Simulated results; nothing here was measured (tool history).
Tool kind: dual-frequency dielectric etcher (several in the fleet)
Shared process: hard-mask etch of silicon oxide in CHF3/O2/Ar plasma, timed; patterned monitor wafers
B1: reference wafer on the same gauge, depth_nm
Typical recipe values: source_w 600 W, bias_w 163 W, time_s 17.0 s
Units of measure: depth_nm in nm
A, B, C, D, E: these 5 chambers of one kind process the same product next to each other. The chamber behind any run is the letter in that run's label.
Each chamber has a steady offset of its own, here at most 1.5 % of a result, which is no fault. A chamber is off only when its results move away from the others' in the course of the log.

run 1A day=0.542 | source_w=600 bias_w=163 time_s=17.0 | B1=33.592 | depth_nm=32.618
run 2B day=0.883 | source_w=600 bias_w=163 time_s=17.0 | B1=33.598 | depth_nm=32.723
run 3C day=1.221 | source_w=600 bias_w=163 time_s=17.0 | B1=33.569 | depth_nm=32.738
run 4D day=1.767 | source_w=600 bias_w=163 time_s=17.0 | B1=33.585 | depth_nm=32.449
run 5E day=2.071 | source_w=600 bias_w=163 time_s=13.0 | B1=33.575 | depth_nm=24.898
-- day=2.329 chamber E: source power generator calibrated
run 6C day=2.642 | source_w=600 bias_w=163 time_s=13.0 | B1=33.562 | depth_nm=25.017
run 7D day=3.133 | source_w=600 bias_w=163 time_s=13.0 | B1=33.561 | depth_nm=24.767
run 8A day=3.717 | source_w=600 bias_w=163 time_s=13.0 | B1=33.552 | depth_nm=24.901
-- day=3.992 chamber D: wet clean of the chamber
run 9E day=4.296 | source_w=600 bias_w=163 time_s=13.0 | B1=33.557 | depth_nm=24.923
run 10B day=4.896 | source_w=600 bias_w=163 time_s=17.0 | B1=33.545 | depth_nm=32.791
run 11E day=5.438 | source_w=600 bias_w=163 time_s=17.0 | B1=33.543 | depth_nm=32.546
run 12A day=5.725 | source_w=600 bias_w=163 time_s=17.0 | B1=33.537 | depth_nm=32.589
run 13B day=6.346 | source_w=600 bias_w=163 time_s=17.0 | B1=33.543 | depth_nm=32.797
run 14C day=6.912 | source_w=600 bias_w=150 time_s=17.0 | B1=33.533 | depth_nm=31.736
-- day=7.133 chamber C: wet clean of the chamber
run 15D day=7.500 | source_w=600 bias_w=150 time_s=17.0 | B1=33.520 | depth_nm=31.511
run 16C day=8.012 | source_w=600 bias_w=150 time_s=17.0 | B1=33.523 | depth_nm=31.794
-- day=8.421 chamber B: wet clean of the chamber
run 17D day=8.488 | source_w=600 bias_w=150 time_s=17.0 | B1=33.517 | depth_nm=31.549
run 18B day=8.979 | source_w=600 bias_w=150 time_s=17.0 | B1=33.511 | depth_nm=31.951
run 19E day=9.254 | source_w=600 bias_w=163 time_s=17.0 | B1=33.521 | depth_nm=32.513
run 20A day=9.871 | source_w=500 bias_w=163 time_s=13.0 | B1=33.494 | depth_nm=23.203
run 21B day=10.267 | source_w=500 bias_w=163 time_s=13.0 | B1=33.495 | depth_nm=23.308
run 22E day=10.742 | source_w=500 bias_w=163 time_s=13.0 | B1=33.493 | depth_nm=23.199
run 23D day=11.133 | source_w=500 bias_w=163 time_s=13.0 | B1=33.486 | depth_nm=23.084
run 24A day=11.408 | source_w=500 bias_w=163 time_s=13.0 | B1=33.488 | depth_nm=23.230
-- day=11.525 chamber E: wet clean of the chamber
-- day=11.688 chamber A: source power generator calibrated
run 25C day=11.771 | source_w=600 bias_w=163 time_s=17.0 | B1=33.490 | depth_nm=32.632
run 26A day=12.292 | source_w=600 bias_w=163 time_s=17.0 | B1=33.481 | depth_nm=32.481
run 27D day=12.754 | source_w=600 bias_w=163 time_s=17.0 | B1=33.466 | depth_nm=32.310
run 28C day=13.317 | source_w=690 bias_w=163 time_s=19.5 | B1=33.477 | depth_nm=39.419
run 29E day=13.771 | source_w=690 bias_w=163 time_s=19.5 | B1=33.467 | depth_nm=39.258
run 30B day=14.312 | source_w=690 bias_w=163 time_s=19.5 | B1=33.449 | depth_nm=39.606
run 31A day=14.867 | source_w=690 bias_w=163 time_s=19.5 | B1=33.460 | depth_nm=39.313
-- day=14.942 chamber A: wet clean of the chamber
run 32E day=15.375 | source_w=690 bias_w=163 time_s=19.5 | B1=33.445 | depth_nm=39.154
run 33C day=15.688 | source_w=600 bias_w=163 time_s=17.0 | B1=33.452 | depth_nm=32.592
run 34D day=16.200 | source_w=600 bias_w=163 time_s=17.0 | B1=33.437 | depth_nm=32.253
run 35B day=16.646 | source_w=600 bias_w=163 time_s=17.0 | B1=33.424 | depth_nm=32.647
run 36C day=16.958 | source_w=600 bias_w=163 time_s=21.5 | B1=33.425 | depth_nm=41.202
run 37A day=17.317 | source_w=600 bias_w=163 time_s=21.5 | B1=33.432 | depth_nm=41.124
run 38E day=17.592 | source_w=600 bias_w=163 time_s=21.5 | B1=33.414 | depth_nm=40.910
run 39B day=18.092 | source_w=600 bias_w=163 time_s=21.5 | B1=33.421 | depth_nm=41.337
run 40D day=18.504 | source_w=600 bias_w=163 time_s=21.5 | B1=33.419 | depth_nm=40.889

Is one chamber off against the others, does the gauge drift, or is nothing wrong? If a chamber is off, say which, and what the likeliest cause is.

Gauge drift. The chambers move together only on paper, and none stands off.
Likeliest cause: gauge reads low (%) = 0.563.
